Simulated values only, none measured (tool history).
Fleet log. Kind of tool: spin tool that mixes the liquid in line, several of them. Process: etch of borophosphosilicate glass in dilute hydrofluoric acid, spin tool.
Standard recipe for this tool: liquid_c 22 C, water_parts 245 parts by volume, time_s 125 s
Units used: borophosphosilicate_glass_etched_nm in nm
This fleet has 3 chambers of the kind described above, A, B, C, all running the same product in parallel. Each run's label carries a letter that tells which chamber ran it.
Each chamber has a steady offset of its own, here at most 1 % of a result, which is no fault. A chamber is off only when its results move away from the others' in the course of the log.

run,day,liquid_c,water_parts,time_s,hours since the thermometer was replaced,hours since the hydrofluoric acid flow meter was replaced,"read-back film thickness of the borophosphosilicate glass reference wafer, read on the same gauge (nm)",borophosphosilicate_glass_etched_nm
1C,0.196,22,245,125,662.9,875.0,149.96,28.710
2B,0.354,22,245,125,111.4,897.6,149.99,28.728
3A,0.500,22,245,125,809.0,1930.1,150.01,28.572
4A,0.742,22,245,125,814.8,1935.9,149.99,28.318
5C,0.854,22,245,125,678.7,890.8,150.01,29.305
6B,1.058,24,245,125,128.3,914.5,150.02,30.733
# day 1.150: chamber A: hydrofluoric acid flow meter replaced
7A,1.179,24,245,125,825.3,0.7,150.05,30.487
8B,1.408,24,245,125,136.7,922.9,150.01,30.821
9C,1.633,22,245,125,697.4,909.5,149.99,28.344
10C,1.842,22,245,125,702.4,914.5,149.95,28.711
11A,1.996,22,245,160,844.9,20.3,149.98,36.854
12B,2.183,22,245,160,155.3,941.5,150.00,37.193
13B,2.354,22,245,160,159.4,945.6,149.99,37.694
14A,2.592,22,245,70,859.2,34.6,149.99,16.113
15C,2.833,22,245,70,726.2,938.3,150.02,16.183
16A,3.017,22,245,70,869.4,44.8,149.98,16.126
17B,3.254,22,245,125,181.0,967.2,150.02,29.102
18C,3.425,22,245,125,740.4,952.5,150.00,28.633
19C,3.554,22,245,125,743.5,955.6,149.98,28.551
20B,3.729,22,245,125,192.4,978.6,150.00,28.573
21A,3.942,19,245,125,891.6,67.0,149.99,25.700
22B,4.175,19,245,125,203.1,989.3,150.00,26.081
23C,4.350,19,245,125,762.6,974.7,150.03,25.436
24A,4.508,22,245,125,905.2,80.6,149.98,28.651
25B,4.662,22,245,125,214.8,1001.0,150.02,28.397
26C,4.771,22,245,125,772.7,984.8,149.96,28.689
27A,4.933,22,245,125,915.4,90.8,150.02,28.575
28A,5.142,22,245,125,920.4,95.8,150.01,28.338
29B,5.346,22,245,125,231.2,1017.4,149.98,28.869
30C,5.467,22,245,125,789.4,1001.5,149.98,28.595
31C,5.688,22,245,125,794.7,1006.8,149.97,28.287
32B,5.917,22,245,125,244.9,1031.1,149.98,29.344
33A,6.129,22,245,125,944.1,119.5,150.01,28.783
34A,6.325,22,245,125,948.8,124.2,149.98,28.395
35C,6.525,22,245,125,814.8,1026.9,149.99,28.774
36B,6.775,22,245,125,265.5,1051.7,149.99,28.491
37C,6.971,22,245,125,825.5,1037.6,150.04,28.634
38A,7.162,22,245,125,968.9,144.3,149.98,28.711
39B,7.321,22,245,125,278.6,1064.8,150.01,28.435

Each of the 3 chambers runs these same settings next. Fill in every chamber's results:
40A,7.504,22,245,125,,,,?
40B,7.504,22,245,125,,,,?
40C,7.504,22,245,125,,,,?

run,borophosphosilicate_glass_etched_nm
40A,29.079
40B,28.725
40C,28.322

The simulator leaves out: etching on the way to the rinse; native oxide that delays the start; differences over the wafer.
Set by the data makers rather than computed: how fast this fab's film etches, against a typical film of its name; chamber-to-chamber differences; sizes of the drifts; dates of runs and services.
